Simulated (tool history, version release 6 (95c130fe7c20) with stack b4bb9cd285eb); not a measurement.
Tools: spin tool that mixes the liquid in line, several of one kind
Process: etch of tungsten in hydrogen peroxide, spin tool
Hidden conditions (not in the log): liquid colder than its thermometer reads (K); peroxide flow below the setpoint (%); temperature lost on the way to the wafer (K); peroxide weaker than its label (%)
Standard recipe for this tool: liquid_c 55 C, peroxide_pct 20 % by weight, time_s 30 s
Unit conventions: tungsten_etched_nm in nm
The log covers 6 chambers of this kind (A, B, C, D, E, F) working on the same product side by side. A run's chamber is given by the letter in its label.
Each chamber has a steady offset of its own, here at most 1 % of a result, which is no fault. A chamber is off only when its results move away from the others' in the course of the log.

run,day,liquid_c,peroxide_pct,time_s,hours since the thermometer was replaced,hours since the peroxide flow meter was replaced,hours since the heated supply line was repaired,hours since the drum of peroxide was connected,"read-back film thickness of the tungsten reference wafer, read on the same gauge (nm)",tungsten_etched_nm
1B,0.142,55,20,30,547.6,41,406.4,309.5,100.03,33.905
2C,0.275,55,20,30,101.1,68,160.6,71.7,100.02,33.79
3A,0.542,55,20,30,1245.6,455.2,558.7,455.9,100.04,34.256
4F,0.675,55,20,30,1019.1,1255.8,685.7,941,100.03,34.027
5E,0.812,47.5,14.5,30,172.1,132.4,898.5,405.6,99.994,18.604
6D,1,47.5,14.5,30,404,307.8,1337.4,999.8,99.967,18.593
7D,1.279,47.5,14.5,30,410.7,314.5,1344.1,1006.5,100.03,18.609
8E,1.542,47.5,14.5,30,189.6,149.9,916,423.1,100.02,18.489
9F,1.733,47.5,14.5,30,1044.5,1281.2,711.1,966.4,99.969,18.513
10B,1.912,47.5,14.5,30,590.1,83.5,448.9,352,99.931,18.245
11C,2.046,55,20,30,143.6,110.5,203.1,114.2,100.01,34.51
12A,2.279,55,20,30,1287.3,496.9,600.4,497.6,99.979,33.727
13E,2.517,55,20,30,213,173.3,939.4,446.5,99.974,34.439
14F,2.742,55,20,30,1068.7,1305.4,735.3,990.6,100.02,34.263
15A,2.979,55,20,30,1304.1,513.7,617.2,514.4,99.981,34.186
16D,3.175,55,20,30,456.2,360,1389.6,1052,99.993,34.533
17C,3.304,55,20,30,173.8,140.7,233.3,144.4,100.02,34.589
18B,3.55,55,20,30,629.4,122.8,488.2,391.3,99.998,33.955
19C,3.738,55,20,30,184.2,151.1,243.7,154.8,100.02,33.599
20F,4.017,55,20,30,1099.3,1336,765.9,1021.2,99.986,33.514
21B,4.192,55,20,30,644.8,138.2,503.6,406.7,100.02,34.077
22A,4.446,55,20,30,1339.3,548.9,652.4,549.6,99.986,33.963
# day 4.633: chamber D: thermometer replaced
23D,4.733,55,20,30,2.5,397.4,1427,1089.4,100.03,34.753
24E,4.925,55,20,30,270.8,231.1,997.2,504.3,100.01,34.191
25D,5.067,55,20,30,10.5,405.4,1435,1097.4,99.955,34.485
26E,5.267,58,20,20,279,239.3,1005.4,512.5,99.99,26.945
27A,5.471,58,20,20,1363.9,573.5,677,574.2,99.967,27.371
# day 5.608: chamber F: thermometer replaced
28B,5.75,58,20,20,682.2,175.6,541,444.1,100.04,26.794
29F,5.992,58,20,20,9.3,1383.4,813.3,1068.6,100.01,25.45
30C,6.183,58,20,20,242.9,209.8,302.4,213.5,99.991,27.267
31B,6.329,58,20,20,696.1,189.5,554.9,458,100.02,27.057
32F,6.579,55,20,30,23.4,1397.5,827.4,1082.7,100.04,31.464
33A,6.725,55,20,30,1394,603.6,707.1,604.3,100,34.054
34C,6.888,55,20,30,259.8,226.7,319.3,230.4,100,33.935
35D,7.129,46,15,30,60,454.9,1484.5,1146.9,99.994,17.224
36E,7.404,46,15,30,330.3,290.6,1056.7,563.8,100.01,17.229
37C,7.608,46,15,30,277.1,244,336.6,247.7,99.965,16.983
38D,7.858,46,15,30,77.5,472.4,1502,1164.4,100,17.108
39B,7.992,46,15,30,736,229.4,594.8,497.9,99.971,16.924

Is one chamber out of step, is the gauge drifting, or do the chambers differ by no more than their own small offsets? For an off chamber, give its letter and the likeliest cause.

Chamber F drifts away from the others.
Most likely cause: temperature lost on the way to the wafer (K) = 1.72.

Here are 4 candidates for chamber F's next run, each the usual settings with a change, their results left as question marks. Which one brings its results back in line with what the others give on the usual settings?
To be in line, a result may differ from the other chambers' mean on the usual settings by at most: tungsten_etched_nm 0.85 nm
40F-1,8.196,56.5,20.5,30,,,,,,?
40F-2,8.196,55,18.5,30,,,,,,?
40F-3,8.196,55,16,30,,,,,,?
40F-4,8.196,55,21.5,30,,,,,,?

What the other chambers average on the usual settings: tungsten_etched_nm 34.098 nm
run,tungsten_etched_nm
40F-1,33.914
40F-2,29.487
40F-3,27.436
40F-4,31.774
It is 40F-1 that realigns the chamber with its peers.
